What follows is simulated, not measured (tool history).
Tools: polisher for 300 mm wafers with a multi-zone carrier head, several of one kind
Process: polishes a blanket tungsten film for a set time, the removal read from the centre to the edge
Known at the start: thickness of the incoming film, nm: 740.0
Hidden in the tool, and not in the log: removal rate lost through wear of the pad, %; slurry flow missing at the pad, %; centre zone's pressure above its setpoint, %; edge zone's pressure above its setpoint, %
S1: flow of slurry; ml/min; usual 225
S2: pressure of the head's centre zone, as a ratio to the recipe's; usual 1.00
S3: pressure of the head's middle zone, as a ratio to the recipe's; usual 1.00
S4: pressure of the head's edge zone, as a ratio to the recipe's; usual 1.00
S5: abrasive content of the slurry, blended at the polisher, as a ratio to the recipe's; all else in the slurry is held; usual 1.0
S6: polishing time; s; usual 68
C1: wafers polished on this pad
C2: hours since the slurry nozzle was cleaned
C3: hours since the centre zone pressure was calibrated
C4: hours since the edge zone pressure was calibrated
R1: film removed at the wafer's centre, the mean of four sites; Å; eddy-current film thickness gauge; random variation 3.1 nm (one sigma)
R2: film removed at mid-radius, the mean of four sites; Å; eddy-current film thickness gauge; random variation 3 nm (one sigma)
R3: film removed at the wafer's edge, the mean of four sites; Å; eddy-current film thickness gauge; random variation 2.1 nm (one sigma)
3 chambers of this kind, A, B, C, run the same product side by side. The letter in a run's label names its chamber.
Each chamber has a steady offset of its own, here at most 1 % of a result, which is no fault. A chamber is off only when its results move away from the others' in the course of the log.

Run 1C, day 0.525: usual settings; C1 996; C2 248.0; C3 166.7; C4 141.7. Result: R1 2167.6 Å, R2 2145.7 Å, R3 2106.5 Å.
At day 0.646: chamber A: worn pad replaced by a new one.
At day 0.738: chamber B: worn pad replaced by a new one.
Run 2B, day 0.796: usual settings; C1 9; C2 728.0; C3 46.1; C4 343.4. Result: R1 2170.5 Å, R2 2169.2 Å, R3 2127.1 Å.
At day 1.150: chamber C: worn pad replaced by a new one.
Run 3A, day 1.192: usual settings; C1 87; C2 235.7; C3 258.1; C4 957.9. Result: R1 2143.7 Å, R2 2133.3 Å, R3 2114.3 Å.
Run 4C, day 1.621: usual settings; C1 75; C2 274.3; C3 193.0; C4 168.0. Result: R1 2183.3 Å, R2 2113.4 Å, R3 2164.0 Å.
Run 5A, day 2.121: usual settings but S2 1.11; C1 234; C2 258.0; C3 280.4; C4 980.2. Result: R1 2386.0 Å, R2 2142.3 Å, R3 2120.3 Å.
Run 6B, day 2.608: usual settings but S2 1.11; C1 298; C2 771.5; C3 89.6; C4 386.9. Result: R1 2364.2 Å, R2 2113.3 Å, R3 2161.8 Å.
Run 7A, day 3.021: usual settings but S2 1.11; C1 378; C2 279.6; C3 302.0; C4 1001.8. Result: R1 2385.6 Å, R2 2112.8 Å, R3 2114.1 Å.
Run 8C, day 3.375: usual settings; C1 354; C2 316.4; C3 235.1; C4 210.1. Result: R1 2083.4 Å, R2 2167.5 Å, R3 2088.5 Å.
At day 3.450: chamber B: slurry nozzle cleaned.
Run 9B, day 3.854: usual settings; C1 496; C2 9.8; C3 119.5; C4 416.8. Result: R1 2133.5 Å, R2 2173.5 Å, R3 2127.4 Å.
Run 10A, day 4.262: usual settings; C1 575; C2 309.4; C3 331.8; C4 1031.6. Result: R1 2176.4 Å, R2 2074.4 Å, R3 2077.5 Å.
Run 11B, day 4.717: usual settings; C1 634; C2 30.5; C3 140.2; C4 437.5. Result: R1 2140.7 Å, R2 2182.1 Å, R3 2150.2 Å.
At day 5.046: chamber B: worn pad replaced by a new one.
Run 12C, day 5.162: usual settings; C1 638; C2 359.3; C3 278.0; C4 253.0. Result: R1 2097.3 Å, R2 2120.2 Å, R3 2105.3 Å.
Run 13B, day 5.533: usual settings; C1 78; C2 50.1; C3 159.8; C4 457.1. Result: R1 2104.6 Å, R2 2160.9 Å, R3 2116.7 Å.
Run 14C, day 5.871: usual settings; C1 751; C2 376.3; C3 295.0; C4 270.0. Result: R1 2074.5 Å, R2 2207.8 Å, R3 2100.5 Å.
Run 15A, day 6.158: usual settings but S2 0.88; C1 877; C2 354.9; C3 377.3; C4 1077.1. Result: R1 1831.6 Å, R2 2121.5 Å, R3 2073.1 Å.
Run 16B, day 6.658: usual settings but S2 0.88; C1 257; C2 77.1; C3 186.8; C4 484.1. Result: R1 1822.7 Å, R2 2170.1 Å, R3 2130.5 Å.
Run 17A, day 7.142: usual settings but S2 0.88; C1 1034; C2 378.5; C3 400.9; C4 1100.7. Result: R1 1816.4 Å, R2 2086.8 Å, R3 2082.5 Å.
At day 7.375: chamber C: centre zone pressure recalibrated.
Run 18C, day 7.621: usual settings; C1 1030; C2 418.3; C3 5.9; C4 312.0. Result: R1 2084.1 Å, R2 2093.3 Å, R3 2093.4 Å.
At day 7.667: chamber C: worn pad replaced by a new one.
Run 19C, day 8.004: usual settings; C1 54; C2 427.5; C3 15.1; C4 321.2. Result: R1 2173.9 Å, R2 2068.4 Å, R3 2111.7 Å.
Run 20B, day 8.346: usual settings; C1 525; C2 117.6; C3 227.3; C4 524.6. Result: R1 2140.0 Å, R2 2089.1 Å, R3 2103.0 Å.
At day 8.600: chamber B: worn pad replaced by a new one.
Run 21A, day 8.842: usual settings but S4 1.06; C1 1304; C2 419.3; C3 441.7; C4 1141.5. Result: R1 2092.3 Å, R2 2015.2 Å, R3 2157.0 Å.
At day 8.871: chamber A: edge zone pressure recalibrated.
At day 9.267: chamber A: worn pad replaced by a new one.
Run 22B, day 9.267: usual settings but S4 1.06; C1 106; C2 139.7; C3 249.4; C4 546.7. Result: R1 2140.8 Å, R2 2185.3 Å, R3 2167.2 Å.
Run 23A, day 9.542: usual settings but S4 1.06; C1 43; C2 436.1; C3 458.5; C4 16.1. Result: R1 2056.3 Å, R2 2067.8 Å, R3 2155.4 Å.
Run 24C, day 10.029: usual settings; C1 376; C2 476.1; C3 63.7; C4 369.8. Result: R1 2100.5 Å, R2 2106.1 Å, R3 2168.7 Å.
Run 25A, day 10.517: usual settings; C1 198; C2 459.5; C3 481.9; C4 39.5. Result: R1 2098.5 Å, R2 2066.6 Å, R3 2073.1 Å.
Run 26B, day 10.946: usual settings; C1 373; C2 180.0; C3 289.7; C4 587.0. Result: R1 2186.6 Å, R2 2124.7 Å, R3 2108.4 Å.
Run 27C, day 11.267: usual settings; C1 573; C2 505.8; C3 93.4; C4 399.5. Result: R1 2125.3 Å, R2 2121.3 Å, R3 2112.6 Å.
Run 28A, day 11.762: usual settings; C1 397; C2 489.4; C3 511.8; C4 69.4. Result: R1 2058.9 Å, R2 2030.3 Å, R3 2054.1 Å.
Run 29C, day 12.075: usual settings; C1 702; C2 525.2; C3 112.8; C4 418.9. Result: R1 2103.8 Å, R2 2166.3 Å, R3 2071.0 Å.
At day 12.400: chamber B: worn pad replaced by a new one.
Run 30B, day 12.508: usual settings; C1 17; C2 217.5; C3 327.2; C4 624.5. Result: R1 2118.0 Å, R2 2143.2 Å, R3 2170.8 Å.
Run 31C, day 12.854: usual settings; C1 826; C2 543.9; C3 131.5; C4 437.6. Result: R1 2052.2 Å, R2 2172.3 Å, R3 2129.7 Å.
Run 32A, day 13.108: usual settings; C1 611; C2 521.7; C3 544.1; C4 101.7. Result: R1 2058.5 Å, R2 1981.2 Å, R3 1993.5 Å.
Run 33B, day 13.417: usual settings but S2 0.96, S3 0.92; C1 162; C2 239.3; C3 349.0; C4 646.3. Result: R1 2093.0 Å, R2 1948.9 Å, R3 2152.2 Å.
Run 34C, day 13.792: usual settings but S2 0.96, S3 0.92; C1 975; C2 566.4; C3 154.0; C4 460.1. Result: R1 2019.9 Å, R2 2006.7 Å, R3 2130.6 Å.
Run 35A, day 14.092: usual settings but S2 0.96, S3 0.92; C1 768; C2 545.3; C3 567.7; C4 125.3. Result: R1 1951.1 Å, R2 1877.2 Å, R3 1992.2 Å.
At day 14.421: chamber C: worn pad replaced by a new one.
Run 36B, day 14.542: usual settings but S2 0.96, S5 0.9; C1 341; C2 266.3; C3 376.0; C4 673.3. Result: R1 1995.5 Å, R2 2094.6 Å, R3 2078.2 Å.
Run 37C, day 14.942: usual settings but S2 0.96, S5 0.9; C1 83; C2 594.0; C3 181.6; C4 487.7. Result: R1 1941.8 Å, R2 2061.3 Å, R3 2097.2 Å.
Run 38B, day 15.204: usual settings but S2 0.96, S5 0.9; C1 446; C2 282.2; C3 391.9; C4 689.2. Result: R1 2026.5 Å, R2 2115.7 Å, R3 2096.2 Å.
Run 39A, day 15.683: usual settings; C1 1021; C2 583.5; C3 605.9; C4 163.5. Result: R1 1992.6 Å, R2 1993.6 Å, R3 1999.7 Å.
Run 40A, day 15.921: usual settings but S4 0.95, S5 0.7; C1 1059; C2 589.2; C3 611.6; C4 169.2. Result: R1 1785.9 Å, R2 1799.5 Å, R3 1799.8 Å.
Run 41B, day 16.371: usual settings but S4 0.95, S5 0.7; C1 632; C2 310.2; C3 419.9; C4 717.2. Result: R1 1920.3 Å, R2 2002.5 Å, R3 1893.2 Å.
Run 42C, day 16.792: usual settings but S4 0.95, S5 0.7; C1 377; C2 638.4; C3 226.0; C4 532.1. Result: R1 1959.6 Å, R2 1988.8 Å, R3 1893.9 Å.

Is one chamber off against the others, does the gauge drift, or is nothing wrong? If a chamber is off, say which, and what the likeliest cause is.

Chamber A drifts away from the others.
Cause: slurry flow missing at the pad, % = 39.6.

Here are 4 candidates for chamber A's next run, each the usual settings with a change, their results left as question marks. Which one brings its results back in line with what the others give on the usual settings?
In line means no further than this from the other chambers' mean on the usual settings: R1 110.0 Å; R2 100.0 Å; R3 72.0 Å
Run 43A-1, day 17.167: usual settings but S1 230 ml/min, S2 1.01, S3 1.01, S4 0.99, S6 73 s. Result: R1 ?, R2 ?, R3 ?.
Run 43A-2, day 17.167: usual settings but S6 69 s. Result: R1 ?, R2 ?, R3 ?.
Run 43A-3, day 17.167: usual settings but S6 67 s. Result: R1 ?, R2 ?, R3 ?.
Run 43A-4, day 17.167: usual settings but S1 220 ml/min, S2 0.99, S3 0.99, S4 1.01, S6 63 s. Result: R1 ?, R2 ?, R3 ?.

The other chambers' mean on the usual settings: R1 2134.1 Å; R2 2136.3 Å; R3 2128.6 Å
  run      R1      R2      R3
43A-1  2093.4  2109.2  2115.2
43A-2  1946.9  1966.3  2003.5
43A-3  1890.5  1909.4  1945.4
43A-4  1748.4  1770.3  1832.8
43A-1 brings the chamber back in line.
